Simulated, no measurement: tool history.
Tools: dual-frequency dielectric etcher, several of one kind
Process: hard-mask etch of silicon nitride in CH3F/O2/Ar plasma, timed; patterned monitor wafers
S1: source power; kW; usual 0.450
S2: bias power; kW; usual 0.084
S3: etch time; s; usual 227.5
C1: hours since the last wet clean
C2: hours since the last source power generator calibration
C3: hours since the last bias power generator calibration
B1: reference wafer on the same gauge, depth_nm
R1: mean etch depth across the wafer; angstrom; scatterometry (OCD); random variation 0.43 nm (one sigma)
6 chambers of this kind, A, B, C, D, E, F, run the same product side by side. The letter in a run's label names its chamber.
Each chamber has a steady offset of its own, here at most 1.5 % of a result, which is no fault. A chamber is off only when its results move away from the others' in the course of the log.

run,hour,S1,S2,S3,C1,C2,C3,B1,R1
# hour 3.1: chamber E: source power generator calibrated
1B,4.1,0.450,0.084,227.5,340.2,2350.7,1893.2,204.93,1756.4
2E,12.8,0.450,0.084,227.5,438.7,9.8,2833.3,205.04,1771.1
3F,19.6,0.450,0.084,227.5,481.6,256.0,2495.9,205.02,1756.9
4A,25.2,0.450,0.084,227.5,477.1,146.9,1208.4,205.09,1777.6
5C,30.5,0.450,0.084,227.5,558.2,2295.5,2839.8,204.88,1747.7
6D,37.3,0.510,0.084,255.0,561.9,1297.6,1217.7,205.12,2062.1
7C,42.6,0.510,0.084,255.0,570.3,2307.6,2851.9,205.05,2054.9
# hour 50.1: chamber A: wet clean of the chamber
8F,50.6,0.510,0.084,255.0,512.6,287.0,2526.9,205.08,2071.3
9A,58.8,0.510,0.084,255.0,8.7,180.5,1242.0,204.88,2080.7
# hour 63.4: chamber F: wet clean of the chamber
10B,65.4,0.510,0.084,255.0,401.5,2412.0,1954.5,204.91,2063.7
11E,71.2,0.510,0.084,255.0,497.1,68.2,2891.7,205.05,2072.3
12D,78.9,0.380,0.078,227.5,603.5,1339.2,1259.3,204.96,1610.3
13B,84.5,0.380,0.078,227.5,420.6,2431.1,1973.6,204.94,1602.3
14E,90.3,0.380,0.078,227.5,516.2,87.3,2910.8,204.93,1615.1
15F,98.1,0.380,0.078,227.5,34.8,334.5,2574.4,204.82,1613.0
16A,104.6,0.380,0.078,227.5,54.5,226.3,1287.8,205.10,1628.7
17C,109.3,0.380,0.078,227.5,637.0,2374.3,2918.6,204.98,1603.9
18D,118.0,0.450,0.084,227.5,642.6,1378.3,1298.4,204.97,1753.7
19A,123.0,0.450,0.084,227.5,72.9,244.7,1306.2,205.08,1778.6
20E,127.1,0.450,0.084,227.5,553.0,124.1,2947.6,204.95,1776.2
# hour 129.3: chamber D: wet clean of the chamber
# hour 130.4: chamber C: wet clean of the chamber
21F,134.1,0.450,0.084,227.5,70.8,370.5,2610.4,204.97,1751.7
22D,139.3,0.450,0.084,227.5,10.1,1399.6,1319.7,204.98,1727.2
23B,144.6,0.450,0.084,227.5,480.7,2491.2,2033.7,204.97,1756.5
24C,150.4,0.450,0.084,227.5,20.1,2415.4,2959.7,205.12,1750.0
# hour 155.4: chamber B: wet clean of the chamber
25F,156.5,0.450,0.084,227.5,93.2,392.9,2632.8,204.99,1755.5
26A,163.9,0.450,0.084,227.5,113.8,285.6,1347.1,205.11,1782.7
27D,169.7,0.450,0.084,227.5,40.5,1430.0,1350.1,205.01,1728.8
28C,178.0,0.450,0.084,227.5,47.7,2443.0,2987.3,205.03,1746.3
29B,183.5,0.450,0.084,227.5,28.1,2530.1,2072.6,205.08,1754.4
30E,188.6,0.450,0.093,227.5,614.5,185.6,3009.1,204.98,1830.6
31F,196.6,0.450,0.093,227.5,133.3,433.0,2672.9,205.10,1818.9
32B,203.9,0.450,0.093,227.5,48.5,2550.5,2093.0,205.14,1816.3
33C,210.9,0.450,0.093,227.5,80.6,2475.9,3020.2,204.97,1814.4
34E,215.3,0.450,0.093,227.5,641.2,212.3,3035.8,204.90,1830.9
35A,223.0,0.450,0.093,227.5,172.9,344.7,1406.2,204.85,1843.0
36D,226.9,0.450,0.084,227.5,97.7,1487.2,1407.3,204.95,1726.2
37D,231.4,0.450,0.084,227.5,102.2,1491.7,1411.8,205.11,1730.3
38C,238.6,0.450,0.084,227.5,108.3,2503.6,3047.9,204.97,1752.0
39B,247.2,0.450,0.084,227.5,91.8,2593.8,2136.3,204.92,1752.0

All 6 chambers run these settings next. Forecast each chamber's results:
40A,253.4,0.450,0.084,227.5,,,,,?
40B,253.4,0.450,0.084,227.5,,,,,?
40C,253.4,0.450,0.084,227.5,,,,,?
40D,253.4,0.450,0.084,227.5,,,,,?
40E,253.4,0.450,0.084,227.5,,,,,?
40F,253.4,0.450,0.084,227.5,,,,,?

run,R1
40A,1775.2
40B,1750.0
40C,1747.4
40D,1729.7
40E,1765.4
40F,1754.5
